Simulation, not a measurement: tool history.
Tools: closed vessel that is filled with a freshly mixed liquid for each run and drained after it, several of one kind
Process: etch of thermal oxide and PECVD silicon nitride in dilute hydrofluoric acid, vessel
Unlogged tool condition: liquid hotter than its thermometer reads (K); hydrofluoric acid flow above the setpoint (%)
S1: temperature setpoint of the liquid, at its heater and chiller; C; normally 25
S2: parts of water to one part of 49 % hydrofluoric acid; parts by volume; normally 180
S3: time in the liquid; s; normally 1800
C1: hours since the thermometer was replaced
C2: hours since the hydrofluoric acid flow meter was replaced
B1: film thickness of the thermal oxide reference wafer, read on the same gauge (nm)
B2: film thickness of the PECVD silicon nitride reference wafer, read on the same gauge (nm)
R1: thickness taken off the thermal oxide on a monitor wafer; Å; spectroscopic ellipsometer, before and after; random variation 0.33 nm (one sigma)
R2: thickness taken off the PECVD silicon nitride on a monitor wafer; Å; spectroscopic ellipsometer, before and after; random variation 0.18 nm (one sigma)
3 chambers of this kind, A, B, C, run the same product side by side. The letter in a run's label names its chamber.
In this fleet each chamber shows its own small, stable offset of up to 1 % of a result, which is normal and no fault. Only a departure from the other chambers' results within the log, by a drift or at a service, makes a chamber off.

run	day	S1	S2	S3	C1	C2	B1	B2	R1	R2
1C	0.267	25	180	1800	1346.8	718.5	40.002	49.971	460.89	394.56
2A	0.488	25	180	1800	1141.6	978.1	40.007	50.019	463.46	391.01
3B	0.667	25	180	1800	475.9	1000	40.004	49.996	466.68	385.49
# day 0.721: chamber C: thermometer replaced
4C	0.929	25	180	1800	5	734.4	40.002	49.99	463.04	390.73
5A	1.071	25	180	1800	1155.6	992.1	40.012	49.998	461.93	391.18
6B	1.321	25	180	1800	491.6	1015.7	40.009	49.986	462.78	386.01
7B	1.521	25	180	1800	496.4	1020.5	40.01	49.995	459.4	384.16
8C	1.758	25	180	1800	24.9	754.3	40.013	50.029	464.19	391.58
9A	2.021	25	180	1800	1178.4	1014.9	39.981	50.011	460.03	393.4
10B	2.179	25	180	1800	512.2	1036.3	40.004	50.006	461.31	383.04
11C	2.317	25	180	1800	38.3	767.7	40.014	50.035	460.68	386.85
12A	2.542	25	180	1800	1190.9	1027.4	39.992	50.017	465.78	394.76
13B	2.767	25	180	1800	526.3	1050.4	39.999	50	468.89	384.67
14A	2.904	25	180	1800	1199.6	1036.1	39.998	49.977	456.55	391.24
15C	3.042	25	260	1800	55.7	785.1	39.981	50.008	294.51	270.14
16B	3.312	25	260	1800	539.4	1063.5	39.991	49.989	297.36	269.43
17A	3.579	25	260	1800	1215.8	1052.3	39.988	49.968	295.85	271.86
18C	3.829	25	180	1800	74.6	804	39.996	49.985	461.96	391.86
19C	3.95	25	180	1800	77.5	806.9	39.983	50.02	457.22	389.75
20B	4.192	25	180	1800	560.5	1084.6	39.996	49.977	462.37	388.7
21A	4.45	25	180	1800	1236.7	1073.2	39.991	49.993	463.49	392.63
22A	4.679	25	180	1800	1242.2	1078.7	40.005	49.999	460.98	393.02
23B	4.867	25	180	1800	576.7	1100.8	40.016	50.014	468.75	387.19
24C	5.008	25	180	1800	102.9	832.3	39.99	50.006	461.43	392.12
25C	5.221	25	230	1800	108	837.4	40.001	50.01	344.11	306.64
26A	5.467	25	230	1800	1261.1	1097.6	40.038	50.007	344.14	306.7
27B	5.633	25	230	1800	595.1	1119.2	39.997	49.994	346.98	304.11
28A	5.817	25	180	1800	1269.5	1106	39.989	50.031	463.77	390.01

All chambers now run identical settings, listed one chamber a line with results as question marks. What results will each chamber show?
29A	6.012	25	125	1800					?	?
29B	6.012	25	125	1800					?	?
29C	6.012	25	125	1800					?	?

run	R1	R2
29A	701.73	559.53
29B	710.66	548.31
29C	715.55	560.29

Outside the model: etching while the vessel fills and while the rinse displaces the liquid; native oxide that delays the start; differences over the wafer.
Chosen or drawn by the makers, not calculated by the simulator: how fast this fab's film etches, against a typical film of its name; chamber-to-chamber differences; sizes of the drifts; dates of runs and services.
